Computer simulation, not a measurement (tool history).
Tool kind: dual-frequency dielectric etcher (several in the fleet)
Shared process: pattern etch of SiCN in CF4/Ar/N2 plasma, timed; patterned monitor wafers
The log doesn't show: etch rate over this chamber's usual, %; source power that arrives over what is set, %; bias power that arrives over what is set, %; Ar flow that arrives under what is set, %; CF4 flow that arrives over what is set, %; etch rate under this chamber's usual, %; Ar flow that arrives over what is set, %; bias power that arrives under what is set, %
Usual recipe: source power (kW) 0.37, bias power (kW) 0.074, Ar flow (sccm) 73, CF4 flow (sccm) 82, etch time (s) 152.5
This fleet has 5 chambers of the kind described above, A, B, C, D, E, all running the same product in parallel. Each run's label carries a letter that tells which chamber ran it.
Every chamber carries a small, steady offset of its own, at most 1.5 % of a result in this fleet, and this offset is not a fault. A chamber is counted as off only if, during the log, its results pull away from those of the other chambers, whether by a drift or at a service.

run	day	source power (kW)	bias power (kW)	Ar flow (sccm)	CF4 flow (sccm)	etch time (s)	hours since the last wet clean	hours since the last source power generator calibration	hours since the last bias power generator calibration	hours since the last Ar flow controller change	hours since the last CF4 flow controller change	read-back reference wafer on the same gauge, depth_nm	mean etch depth across the wafer (nm)
1D	0.479	0.37	0.074	73	82	152.5	171.1	1587.3	1645.2	4176.2	1565.8	100.98	117.85
2E	0.742	0.37	0.074	73	82	152.5	30	265.8	3808	4027.9	2607.6	100.96	119.94
3C	1.067	0.37	0.074	73	82	152.5	33.3	2968.2	3225.5	291.8	3485.6	100.98	118.98
4B	1.608	0.37	0.074	73	82	152.5	84.4	1347.5	304	4808.2	1548.3	100.97	120
5A	2.129	0.37	0.074	73	82	152.5	126.2	2739.8	1184.8	764.2	1615.4	100.9	119.4
6B	2.638	0.37	0.086	73	82	152.5	109.1	1372.2	328.7	4832.9	1573	100.88	126.59
7C	2.975	0.37	0.086	73	82	152.5	79.1	3014	3271.3	337.6	3531.4	100.82	124.93
8D	3.212	0.37	0.086	73	82	152.5	236.7	1652.9	1710.8	4241.8	1631.4	100.83	123.41
9A	3.642	0.37	0.086	73	82	152.5	162.5	2776.1	1221.1	800.5	1651.7	100.8	125.23
# day 3.825: chamber D: source power generator calibrated
10E	4.175	0.37	0.086	73	82	152.5	112.4	348.2	3890.4	4110.3	2690	100.8	126.1
11C	4.462	0.37	0.074	73	82	152.5	114.8	3049.7	3307	373.3	3567.1	100.76	118.63
12E	4.871	0.37	0.074	73	82	152.5	129.1	364.9	3907.1	4127	2706.7	100.74	119.33
13B	5.267	0.37	0.074	73	82	152.5	172.2	1435.3	391.8	4896	1636.1	100.75	120.24
14D	5.696	0.37	0.074	73	82	152.5	296.3	44.9	1770.4	4301.4	1691	100.73	117.5
15A	5.975	0.37	0.074	73	82	152.5	218.5	2832.1	1277.1	856.5	1707.7	100.74	119.33
16C	6.362	0.37	0.074	73	82	152.5	160.4	3095.3	3352.6	418.9	3612.7	100.64	118.6
17E	6.688	0.37	0.074	73	82	152.5	172.7	408.5	3950.7	4170.6	2750.3	100.6	119.55
18A	7.221	0.37	0.074	73	82	152.5	248.4	2862	1307	886.4	1737.6	100.64	118.87
# day 7.346: chamber B: CF4 flow controller replaced
19D	7.554	0.37	0.074	73	82	152.5	340.9	89.5	1815	4346	1735.6	100.61	117.34
20B	7.921	0.37	0.074	73	82	152.5	235.9	1499	455.5	4959.7	13.9	100.59	119.67
21B	8.446	0.37	0.074	73	82	152.5	248.5	1511.6	468.1	4972.3	26.5	100.59	119.48
22C	8.888	0.37	0.074	73	89	152.5	221	3155.9	3413.2	479.5	3673.3	100.52	119.4
23E	9.138	0.37	0.074	73	89	152.5	231.5	467.3	4009.5	4229.4	2809.1	100.55	120.14
24D	9.579	0.37	0.074	73	89	152.5	389.5	138.1	1863.6	4394.6	1784.2	100.52	118.29
25A	9.817	0.37	0.074	73	89	152.5	310.7	2924.3	1369.3	948.7	1799.9	100.51	120.19
26B	10.125	0.37	0.074	73	89	152.5	288.8	1551.9	508.4	5012.6	66.8	100.51	121.04
27E	10.479	0.37	0.074	73	82	152.5	263.7	499.5	4041.7	4261.6	2841.3	100.48	119.11
28A	10.85	0.37	0.074	73	82	152.5	335.5	2949.1	1394.1	973.5	1824.7	100.46	118.71
29C	11.183	0.37	0.06	73	82	152.5	276.1	3211	3468.3	534.6	3728.4	100.38	110.11
# day 11.288: chamber D: wet clean of the chamber
30D	11.533	0.37	0.06	73	82	152.5	6	185	1910.5	4441.5	1831.1	100.38	109.75
31C	11.796	0.37	0.06	73	82	152.5	290.8	3225.7	3483	549.3	3743.1	100.43	110.34
32D	12.267	0.37	0.06	73	82	152.5	23.6	202.6	1928.1	4459.1	1848.7	100.39	109.41
# day 12.608: chamber B: wet clean of the chamber
33B	12.612	0.37	0.06	73	82	152.5	0.2	1611.6	568.1	5072.3	126.5	100.41	111.6
34E	12.983	0.37	0.074	73	82	152.5	323.8	559.6	4101.8	4321.7	2901.4	100.37	118.74
35A	13.358	0.37	0.074	73	82	152.5	395.7	3009.3	1454.3	1033.7	1884.9	100.32	118.54

All chambers now run identical settings, listed one chamber a line with results as question marks. What results will each chamber show?
36A	13.754	0.37	0.074	58	82	152.5							?
36B	13.754	0.37	0.074	58	82	152.5							?
36C	13.754	0.37	0.074	58	82	152.5							?
36D	13.754	0.37	0.074	58	82	152.5							?
36E	13.754	0.37	0.074	58	82	152.5							?

run	mean etch depth across the wafer (nm)
36A	122.06
36B	122.6
36C	121.37
36D	120.45
36E	122.04
